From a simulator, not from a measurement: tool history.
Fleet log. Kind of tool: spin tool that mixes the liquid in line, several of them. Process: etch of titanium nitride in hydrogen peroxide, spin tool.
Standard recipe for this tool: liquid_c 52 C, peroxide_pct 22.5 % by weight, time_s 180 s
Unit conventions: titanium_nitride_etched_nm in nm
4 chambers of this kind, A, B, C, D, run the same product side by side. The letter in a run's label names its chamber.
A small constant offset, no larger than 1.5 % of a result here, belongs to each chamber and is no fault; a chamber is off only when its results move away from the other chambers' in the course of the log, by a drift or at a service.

run	hour	liquid_c	peroxide_pct	time_s	read-back film thickness of the titanium nitride reference wafer, read on the same gauge (nm)	titanium_nitride_etched_nm
1D	8.9	52	22.5	180	39.987	6.6474
2A	18.5	52	22.5	180	40.002	6.5294
3C	28.3	52	22.5	180	40.01	6.4335
4B	33.6	52	22.5	180	39.99	6.4871
5C	44.2	52	22.5	180	39.997	6.4419
6A	53.9	52	22.5	180	40.017	6.5253
7B	61	59.5	22.5	240	40.011	14.587
8D	68.1	59.5	22.5	240	39.994	14.901
9D	78.5	59.5	22.5	240	40.004	14.876
10C	84.1	59.5	22.5	240	39.981	14.504
11B	94	52	22.5	180	40.019	6.44
12A	104.8	56.5	22.5	180	39.995	8.9781
13D	111.4	56.5	22.5	180	39.986	9.0333
14B	120.5	56.5	22.5	180	40.005	8.906
15A	129.1	56.5	22.5	180	40.011	8.9445
16C	136.1	52	22.5	180	40.004	6.4666
17C	144.1	52	22.5	180	40.014	6.5076
18B	151.2	52	22.5	180	39.999	6.4919
19A	161.2	52	22.5	180	40.006	6.4839
20D	170.5	52	22.5	180	40.021	6.6287
21B	178.3	52	22.5	180	40.006	6.463
22C	186.3	52	22.5	180	40.03	6.4772
23A	195.8	52	22.5	180	40.006	6.2861
24D	202.8	47.5	24.5	180	39.988	4.8822
25D	211.7	47.5	24.5	180	39.998	4.8189
26B	220.5	47.5	24.5	180	40	4.7036
27A	229.2	47.5	24.5	180	39.992	4.6348
28C	238.5	52	22.5	180	40.013	6.4733
29C	247.2	52	22.5	180	40.003	6.4582
30B	252.2	52	22.5	180	40.004	6.481
31A	260.4	52	22.5	180	39.977	6.2712
32D	265.9	52	22.5	180	39.994	6.6185
33C	276.8	52	22.5	180	40	6.496
34B	281.8	52	22.5	180	40	6.4992
35D	286.9	52	22.5	180	39.982	6.6339
36A	295.8	52	22.5	180	39.994	6.213
37B	301.3	52	22.5	115	40.008	4.1759
38A	308.4	52	22.5	115	39.988	3.9011
39C	319.1	52	22.5	115	40.01	4.157
40D	326.2	52	22.5	115	40.015	4.2057
41A	331.5	52	22.5	180	40.014	6.093

Next, all 4 chambers run the settings below, one line each with question marks for the results. What does each chamber give?
42A	339.3	52	22.5	180		?
42B	339.3	52	22.5	180		?
42C	339.3	52	22.5	180		?
42D	339.3	52	22.5	180		?

run	titanium_nitride_etched_nm
42A	6.0993
42B	6.4648
42C	6.4812
42D	6.5563
